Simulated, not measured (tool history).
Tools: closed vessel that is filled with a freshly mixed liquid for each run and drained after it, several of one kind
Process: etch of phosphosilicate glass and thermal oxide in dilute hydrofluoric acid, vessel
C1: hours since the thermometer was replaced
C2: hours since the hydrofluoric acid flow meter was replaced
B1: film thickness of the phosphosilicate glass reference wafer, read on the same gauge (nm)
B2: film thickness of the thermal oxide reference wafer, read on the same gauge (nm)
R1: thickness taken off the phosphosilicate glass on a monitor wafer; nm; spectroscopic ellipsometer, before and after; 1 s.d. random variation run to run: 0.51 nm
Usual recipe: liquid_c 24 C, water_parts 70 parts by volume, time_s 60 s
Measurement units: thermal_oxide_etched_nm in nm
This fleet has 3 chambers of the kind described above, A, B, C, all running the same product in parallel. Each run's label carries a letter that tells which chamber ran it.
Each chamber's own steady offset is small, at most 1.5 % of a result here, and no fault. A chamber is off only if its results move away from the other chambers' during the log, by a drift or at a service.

run 1C hour=11.2 | liquid_c=24 water_parts=70 time_s=60 | C1=908.4 C2=1310.6 | B1=139.99 B2=29.992 | R1=59.864 thermal_oxide_etched_nm=4.3955
run 2B hour=20.4 | liquid_c=24 water_parts=70 time_s=60 | C1=202.7 C2=763 | B1=140 B2=29.989 | R1=59.644 thermal_oxide_etched_nm=4.4348
run 3A hour=34.3 | liquid_c=24 water_parts=70 time_s=60 | C1=1108.1 C2=406.7 | B1=140 B2=29.996 | R1=59.449 thermal_oxide_etched_nm=4.4429
run 4B hour=45.6 | liquid_c=24 water_parts=70 time_s=60 | C1=227.9 C2=788.2 | B1=140.01 B2=30.028 | R1=59.638 thermal_oxide_etched_nm=4.4259
-- hour=56.4 chamber C: hydrofluoric acid flow meter replaced
run 5A hour=59.4 | liquid_c=24 water_parts=70 time_s=60 | C1=1133.2 C2=431.8 | B1=140.03 B2=29.992 | R1=58.472 thermal_oxide_etched_nm=4.4134
run 6C hour=74.5 | liquid_c=24 water_parts=70 time_s=60 | C1=971.7 C2=18.1 | B1=139.98 B2=29.972 | R1=59.835 thermal_oxide_etched_nm=4.3737
run 7B hour=87.9 | liquid_c=24 water_parts=70 time_s=60 | C1=270.2 C2=830.5 | B1=140 B2=30.016 | R1=58.955 thermal_oxide_etched_nm=4.3904
-- hour=93.3 chamber C: thermometer replaced
run 8A hour=97.7 | liquid_c=24 water_parts=70 time_s=60 | C1=1171.5 C2=470.1 | B1=140.02 B2=30.016 | R1=59.069 thermal_oxide_etched_nm=4.415
run 9C hour=105 | liquid_c=24 water_parts=70 time_s=60 | C1=11.7 C2=48.6 | B1=140.03 B2=30.015 | R1=59.924 thermal_oxide_etched_nm=4.4378
run 10A hour=119.4 | liquid_c=24 water_parts=70 time_s=60 | C1=1193.2 C2=491.8 | B1=139.97 B2=30.057 | R1=59.203 thermal_oxide_etched_nm=4.4424
run 11B hour=129.6 | liquid_c=24 water_parts=70 time_s=60 | C1=311.9 C2=872.2 | B1=140.02 B2=29.999 | R1=59.276 thermal_oxide_etched_nm=4.4443
run 12C hour=138.9 | liquid_c=24 water_parts=70 time_s=60 | C1=45.6 C2=82.5 | B1=140 B2=30.013 | R1=60.016 thermal_oxide_etched_nm=4.4176
run 13B hour=153.3 | liquid_c=25.5 water_parts=50 time_s=60 | C1=335.6 C2=895.9 | B1=139.99 B2=29.991 | R1=91.01 thermal_oxide_etched_nm=6.7406
run 14C hour=166.8 | liquid_c=25.5 water_parts=50 time_s=60 | C1=73.5 C2=110.4 | B1=140.02 B2=30.016 | R1=92.669 thermal_oxide_etched_nm=6.7642
-- hour=173.3 chamber A: thermometer replaced
run 15A hour=173.9 | liquid_c=25.5 water_parts=50 time_s=60 | C1=0.6 C2=546.3 | B1=140.01 B2=30.034 | R1=90.483 thermal_oxide_etched_nm=6.8347
run 16C hour=186.5 | liquid_c=24 water_parts=70 time_s=60 | C1=93.2 C2=130.1 | B1=140.03 B2=29.973 | R1=60.674 thermal_oxide_etched_nm=4.4325
run 17B hour=201.6 | liquid_c=20.5 water_parts=70 time_s=80 | C1=383.9 C2=944.2 | B1=140 B2=29.996 | R1=68.997 thermal_oxide_etched_nm=5.0634
run 18A hour=217.1 | liquid_c=20.5 water_parts=70 time_s=80 | C1=43.8 C2=589.5 | B1=139.99 B2=29.99 | R1=69.563 thermal_oxide_etched_nm=5.1628
run 19A hour=226.9 | liquid_c=20.5 water_parts=70 time_s=80 | C1=53.6 C2=599.3 | B1=140 B2=30.048 | R1=69.333 thermal_oxide_etched_nm=5.1343
run 20B hour=237.7 | liquid_c=24 water_parts=70 time_s=60 | C1=420 C2=980.3 | B1=140 B2=29.979 | R1=59.648 thermal_oxide_etched_nm=4.3667
run 21C hour=244.9 | liquid_c=24 water_parts=70 time_s=60 | C1=151.6 C2=188.5 | B1=139.99 B2=29.977 | R1=60.127 thermal_oxide_etched_nm=4.4073
run 22B hour=259.6 | liquid_c=24 water_parts=40 time_s=60 | C1=441.9 C2=1002.2 | B1=140.01 B2=29.985 | R1=108.95 thermal_oxide_etched_nm=8.0717
run 23C hour=268.4 | liquid_c=24 water_parts=40 time_s=60 | C1=175.1 C2=212 | B1=140.01 B2=29.949 | R1=110.35 thermal_oxide_etched_nm=8.1426

Read the log: is a single chamber off, either drifting away or since a service, is the gauge that measures every chamber drifting, or is nothing wrong beyond small per-chamber offsets? Name any odd chamber and what most likely caused it.

Neither any chamber nor the gauge drifts; the chambers differ only by their own small, steady offsets.

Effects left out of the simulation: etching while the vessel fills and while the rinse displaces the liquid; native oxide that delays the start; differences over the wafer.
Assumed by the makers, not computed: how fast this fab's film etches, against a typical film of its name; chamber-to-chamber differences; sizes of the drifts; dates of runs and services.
